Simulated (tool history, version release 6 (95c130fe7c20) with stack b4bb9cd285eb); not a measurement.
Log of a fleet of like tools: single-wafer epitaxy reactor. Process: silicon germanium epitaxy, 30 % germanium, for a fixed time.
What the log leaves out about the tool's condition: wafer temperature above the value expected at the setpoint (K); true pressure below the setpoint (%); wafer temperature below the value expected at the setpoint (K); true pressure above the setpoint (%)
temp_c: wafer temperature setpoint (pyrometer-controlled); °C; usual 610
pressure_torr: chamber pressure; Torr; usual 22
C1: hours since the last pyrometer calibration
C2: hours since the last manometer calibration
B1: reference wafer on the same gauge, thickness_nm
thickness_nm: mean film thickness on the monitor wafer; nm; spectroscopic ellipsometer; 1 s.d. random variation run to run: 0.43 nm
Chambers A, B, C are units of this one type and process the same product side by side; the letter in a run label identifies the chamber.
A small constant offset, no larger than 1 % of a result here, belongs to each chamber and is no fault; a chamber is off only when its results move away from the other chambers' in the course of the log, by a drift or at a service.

Run 1A, hour 8.9: usual settings; C1 1025.2; C2 1306.7; B1 66.268. Result: thickness_nm 73.384 nm.
Run 2B, hour 15.2: usual settings; C1 530; C2 746.1; B1 66.312. Result: thickness_nm 72.882 nm.
Run 3C, hour 23.4: usual settings; C1 1398.3; C2 759.1; B1 66.33. Result: thickness_nm 74.073 nm.
Run 4A, hour 32.3: usual settings; C1 1048.6; C2 1330.1; B1 66.372. Result: thickness_nm 73.505 nm.
Run 5B, hour 37.9: usual settings; C1 552.7; C2 768.8; B1 66.323. Result: thickness_nm 72.884 nm.
Run 6C, hour 43.7: usual settings; C1 1418.6; C2 779.4; B1 66.274. Result: thickness_nm 73.886 nm.
Run 7A, hour 51.5: usual settings; C1 1067.8; C2 1349.3; B1 66.273. Result: thickness_nm 73.941 nm.
Run 8C, hour 60.6: usual settings; C1 1435.5; C2 796.3; B1 66.434. Result: thickness_nm 73.107 nm.
Run 9B, hour 68.7: usual settings; C1 583.5; C2 799.6; B1 66.303. Result: thickness_nm 73.609 nm.
Run 10C, hour 74.8: usual settings; C1 1449.7; C2 810.5; B1 66.296. Result: thickness_nm 73.625 nm.
Run 11A, hour 82.6: usual settings; C1 1098.9; C2 1380.4; B1 66.293. Result: thickness_nm 73.89 nm.
Run 12B, hour 88.8: usual settings; C1 603.6; C2 819.7; B1 66.296. Result: thickness_nm 73.241 nm.
Run 13B, hour 97.7: usual settings; C1 612.5; C2 828.6; B1 66.23. Result: thickness_nm 72.564 nm.
Run 14A, hour 105.8: usual settings; C1 1122.1; C2 1403.6; B1 66.285. Result: thickness_nm 73.393 nm.
Run 15C, hour 114.2: usual settings; C1 1489.1; C2 849.9; B1 66.325. Result: thickness_nm 73.43 nm.
Run 16C, hour 121: usual settings; C1 1495.9; C2 856.7; B1 66.319. Result: thickness_nm 73.49 nm.
Run 17B, hour 129.9: usual settings; C1 644.7; C2 860.8; B1 66.343. Result: thickness_nm 72.509 nm.
Run 18A, hour 135.7: usual settings; C1 1152; C2 1433.5; B1 66.291. Result: thickness_nm 74.109 nm.
Run 19C, hour 143.1: usual settings but temp_c 616 °C, pressure_torr 18.5 Torr; C1 1518; C2 878.8; B1 66.266. Result: thickness_nm 75.717 nm.
Run 20A, hour 147.3: usual settings but temp_c 616 °C, pressure_torr 18.5 Torr; C1 1163.6; C2 1445.1; B1 66.238. Result: thickness_nm 76.619 nm.
Run 21B, hour 151.8: usual settings but temp_c 616 °C, pressure_torr 18.5 Torr; C1 666.6; C2 882.7; B1 66.313. Result: thickness_nm 73.63 nm.
Run 22C, hour 160.4: usual settings; C1 1535.3; C2 896.1; B1 66.291. Result: thickness_nm 73.722 nm.
Run 23B, hour 165.5: usual settings; C1 680.3; C2 896.4; B1 66.308. Result: thickness_nm 71.078 nm.
Run 24A, hour 171.8: usual settings; C1 1188.1; C2 1469.6; B1 66.278. Result: thickness_nm 73.39 nm.
Run 25A, hour 179.9: usual settings; C1 1196.2; C2 1477.7; B1 66.251. Result: thickness_nm 73.071 nm.
Run 26B, hour 184.5: usual settings; C1 699.3; C2 915.4; B1 66.331. Result: thickness_nm 70.729 nm.
Run 27C, hour 193.8: usual settings; C1 1568.7; C2 929.5; B1 66.409. Result: thickness_nm 73.324 nm.
Run 28C, hour 201: usual settings but temp_c 622 °C; C1 1575.9; C2 936.7; B1 66.279. Result: thickness_nm 90.845 nm.
Run 29A, hour 209.9: usual settings but temp_c 622 °C; C1 1226.2; C2 1507.7; B1 66.17. Result: thickness_nm 90.925 nm.
Run 30B, hour 214.5: usual settings but temp_c 622 °C; C1 729.3; C2 945.4; B1 66.271. Result: thickness_nm 87.908 nm.
Run 31A, hour 220.9: usual settings; C1 1237.2; C2 1518.7; B1 66.257. Result: thickness_nm 73.962 nm.
Run 32C, hour 225.7: usual settings; C1 1600.6; C2 961.4; B1 66.419. Result: thickness_nm 73.404 nm.

For the next run the whole fleet of 3 chambers uses the same settings. Give each chamber's results:
Run 33A, hour 232.5: usual settings. Result: thickness_nm ?.
Run 33B, hour 232.5: usual settings. Result: thickness_nm ?.
Run 33C, hour 232.5: usual settings. Result: thickness_nm ?.

run  thickness_nm
33A        73.259
33B        69.902
33C        73.646
